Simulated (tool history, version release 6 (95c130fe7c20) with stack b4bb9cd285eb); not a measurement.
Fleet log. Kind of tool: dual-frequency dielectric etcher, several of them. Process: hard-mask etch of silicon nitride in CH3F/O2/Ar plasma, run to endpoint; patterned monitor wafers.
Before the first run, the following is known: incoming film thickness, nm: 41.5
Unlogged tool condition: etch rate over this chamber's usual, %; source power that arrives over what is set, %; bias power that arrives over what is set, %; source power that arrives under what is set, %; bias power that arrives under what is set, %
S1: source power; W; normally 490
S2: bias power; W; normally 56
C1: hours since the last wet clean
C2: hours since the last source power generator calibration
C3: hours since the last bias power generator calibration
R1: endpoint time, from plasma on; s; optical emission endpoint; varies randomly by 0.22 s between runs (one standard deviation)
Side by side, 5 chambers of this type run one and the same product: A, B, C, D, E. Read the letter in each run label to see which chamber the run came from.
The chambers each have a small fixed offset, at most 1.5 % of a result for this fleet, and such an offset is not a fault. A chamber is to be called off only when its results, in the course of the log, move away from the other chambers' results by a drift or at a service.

| run | day | S1 | S2 | C1 | C2 | C3 | R1 |
|---|---|---|---|---|---|---|---|
| 1C | 0.367 | 490 | 56 | 299.5 | 694 | 3401.2 | 60.354 |
| 2A | 0.571 | 490 | 56 | 29.4 | 446.1 | 132.1 | 60.177 |
| 3E | 0.954 | 490 | 56 | 102.7 | 1095.2 | 974.3 | 60.108 |
| 4B | 1.296 | 490 | 56 | 268.5 | 1829.3 | 1816.4 | 60.865 |
| 5D | 1.567 | 490 | 56 | 137.1 | 626.2 | 1661.1 | 61.148 |
| 6A | 2.017 | 490 | 56 | 64.1 | 480.8 | 166.8 | 59.956 |
| 7E | 2.458 | 490 | 56 | 138.8 | 1131.3 | 1010.4 | 59.625 |
| 8B | 2.704 | 490 | 56 | 302.3 | 1863.1 | 1850.2 | 60.838 |
|  | 2.896 | chamber C: wet clean of the chamber |
| 9D | 3.029 | 490 | 56 | 172.2 | 661.3 | 1696.2 | 61.171 |
| 10C | 3.238 | 570 | 69 | 8.2 | 762.9 | 3470.1 | 53.555 |
| 11B | 3.458 | 570 | 69 | 320.4 | 1881.2 | 1868.3 | 53.763 |
| 12E | 3.688 | 570 | 69 | 168.3 | 1160.8 | 1039.9 | 52.925 |
| 13A | 3.908 | 570 | 69 | 109.5 | 526.2 | 212.2 | 53.065 |
| 14D | 4.158 | 570 | 69 | 199.3 | 688.4 | 1723.3 | 53.705 |
| 15C | 4.575 | 490 | 56 | 40.3 | 795 | 3502.2 | 60.933 |
| 16E | 4.888 | 490 | 56 | 197.1 | 1189.6 | 1068.7 | 59.811 |
|  | 4.942 | chamber B: wet clean of the chamber |
| 17A | 5.346 | 490 | 52 | 144 | 560.7 | 246.7 | 61.889 |
|  | 5.354 | chamber B: bias power generator calibrated |
| 18D | 5.712 | 490 | 52 | 236.6 | 725.7 | 1760.6 | 62.592 |
| 19B | 5.983 | 490 | 52 | 25 | 1941.8 | 15.1 | 62.162 |
| 20C | 6.371 | 490 | 52 | 83.4 | 838.1 | 3545.3 | 62.049 |
| 21C | 6.725 | 490 | 52 | 91.9 | 846.6 | 3553.8 | 62.559 |
| 22B | 7.008 | 490 | 56 | 49.6 | 1966.4 | 39.7 | 60.745 |
| 23D | 7.425 | 490 | 56 | 277.7 | 766.8 | 1801.7 | 61.28 |
| 24A | 7.771 | 490 | 56 | 202.2 | 618.9 | 304.9 | 60.381 |
| 25E | 8.075 | 490 | 56 | 273.6 | 1266.1 | 1145.2 | 60.081 |
| 26A | 8.354 | 490 | 56 | 216.2 | 632.9 | 318.9 | 60.327 |
| 27B | 8.583 | 490 | 56 | 87.4 | 2004.2 | 77.5 | 60.709 |
| 28E | 8.95 | 490 | 56 | 294.6 | 1287.1 | 1166.2 | 59.796 |
| 29D | 9.362 | 490 | 56 | 324.2 | 813.3 | 1848.2 | 61.048 |
| 30C | 9.683 | 490 | 56 | 162.9 | 917.6 | 3624.8 | 60.548 |
| 31E | 9.971 | 490 | 56 | 319.1 | 1311.6 | 1190.7 | 60.254 |
| 32B | 10.271 | 490 | 56 | 127.9 | 2044.7 | 118 | 61.253 |
| 33A | 10.512 | 490 | 56 | 268 | 684.7 | 370.7 | 60.301 |
| 34D | 10.921 | 490 | 56 | 361.6 | 850.7 | 1885.6 | 60.818 |
| 35C | 11.15 | 490 | 56 | 198.1 | 952.8 | 3660 | 60.648 |
| 36D | 11.4 | 490 | 56 | 373.1 | 862.2 | 1897.1 | 61.218 |
| 37B | 11.733 | 490 | 50 | 163 | 2079.8 | 153.1 | 63.092 |
| 38C | 12.117 | 490 | 50 | 221.3 | 976 | 3683.2 | 63.377 |

Predict what each chamber gives when all 5 of them run the settings below next.
| 39A | 12.45 | 490 | 56 |  |  |  | ? |
| 39B | 12.45 | 490 | 56 |  |  |  | ? |
| 39C | 12.45 | 490 | 56 |  |  |  | ? |
| 39D | 12.45 | 490 | 56 |  |  |  | ? |
| 39E | 12.45 | 490 | 56 |  |  |  | ? |

| run | R1 |
|---|---|
| 39A | 60.473 |
| 39B | 61.407 |
| 39C | 60.767 |
| 39D | 61.489 |
| 39E | 60.234 |
